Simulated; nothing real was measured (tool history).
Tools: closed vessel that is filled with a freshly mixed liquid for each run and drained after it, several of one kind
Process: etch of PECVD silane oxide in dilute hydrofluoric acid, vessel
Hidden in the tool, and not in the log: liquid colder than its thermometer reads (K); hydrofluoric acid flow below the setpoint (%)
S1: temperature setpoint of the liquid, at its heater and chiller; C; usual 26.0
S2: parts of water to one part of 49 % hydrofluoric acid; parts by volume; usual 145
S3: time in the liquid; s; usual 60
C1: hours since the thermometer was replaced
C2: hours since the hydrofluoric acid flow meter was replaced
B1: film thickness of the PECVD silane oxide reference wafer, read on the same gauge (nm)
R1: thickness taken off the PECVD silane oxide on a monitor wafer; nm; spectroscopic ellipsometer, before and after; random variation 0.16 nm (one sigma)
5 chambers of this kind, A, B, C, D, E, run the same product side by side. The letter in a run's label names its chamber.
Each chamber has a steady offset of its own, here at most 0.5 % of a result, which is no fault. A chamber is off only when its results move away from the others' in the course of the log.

run,hour,S1,S2,S3,C1,C2,B1,R1
1E,11.5,26.0,145,60,1521.3,841.3,109.99,20.897
2D,26.0,26.0,145,60,1726.4,950.5,109.99,21.255
3B,34.3,26.0,145,60,634.1,235.7,109.97,21.064
4C,49.0,26.0,145,60,1138.6,322.4,109.95,21.218
5A,62.6,26.0,145,60,731.7,1158.3,109.99,21.051
# hour 68.7: chamber A: thermometer replaced
6B,71.4,26.0,145,60,671.2,272.8,110.00,21.179
7D,80.7,26.0,145,60,1781.1,1005.2,110.01,21.066
8E,89.7,26.0,145,60,1599.5,919.5,110.03,20.953
9A,99.6,26.0,195,85,30.9,1195.3,109.97,20.394
10C,112.8,26.0,195,85,1202.4,386.2,110.02,21.250
# hour 118.8: chamber C: thermometer replaced
11A,127.7,26.0,195,85,59.0,1223.4,109.98,20.047
12B,136.3,26.0,195,85,736.1,337.7,110.02,20.763
# hour 137.0: chamber D: thermometer replaced
13E,145.7,26.0,195,85,1655.5,975.5,110.00,20.845
14D,154.6,26.0,190,60,17.6,1079.1,109.99,15.437
15C,168.7,26.0,190,60,49.9,442.1,109.99,15.102
16C,179.5,26.0,190,60,60.7,452.9,109.98,15.267
# hour 185.8: chamber E: hydrofluoric acid flow meter replaced
17D,186.7,26.0,190,60,49.7,1111.2,110.02,14.993
18E,201.3,26.0,190,60,1711.1,15.6,110.03,15.427
19B,214.2,23.5,185,60,814.0,415.6,110.02,14.276
20A,229.6,23.5,185,60,160.9,1325.3,109.99,13.519
21E,242.1,23.5,185,60,1751.9,56.4,110.02,14.564
22D,254.6,23.5,185,60,117.6,1179.1,109.99,14.344
23A,268.0,23.5,185,60,199.3,1363.7,110.01,13.357
24C,283.8,26.0,145,60,165.0,557.2,109.97,21.104
25B,291.5,26.0,145,60,891.3,492.9,110.03,21.016
26B,303.9,26.0,145,60,903.7,505.3,109.99,20.905
27C,312.6,26.0,145,60,193.8,586.0,110.02,20.850
28E,325.3,26.0,145,60,1835.1,139.6,110.00,20.741
# hour 335.8: chamber D: hydrofluoric acid flow meter replaced
29A,337.0,26.0,145,60,268.3,1432.7,110.01,19.487
30D,351.7,26.0,145,60,214.7,15.9,109.97,21.214
31E,364.1,26.0,145,60,1873.9,178.4,110.00,21.143

What goes on in this fleet: one chamber off, a drifting gauge, or nothing beyond the chambers' own small offsets? Name the chamber and the cause, if any.

Chamber A drifts away from the others.
Cause: hydrofluoric acid flow below the setpoint (%) = 7.66.

Here are 4 candidates for chamber A's next run, each the usual settings with a change, their results left as question marks. Which one brings its results back in line with what the others give on the usual settings?
In line means no further than this from the other chambers' mean on the usual settings: R1 0.570 nm
32A-1,375.5,26.0,140,60,,,,?
32A-2,375.5,25.5,155,60,,,,?
32A-3,375.5,28.5,145,60,,,,?
32A-4,375.5,26.0,150,60,,,,?

The other chambers' mean on the usual settings: R1 21.045 nm
run,R1
32A-1,19.985
32A-2,17.367
32A-3,21.039
32A-4,18.408
32A-3 brings the chamber back in line.
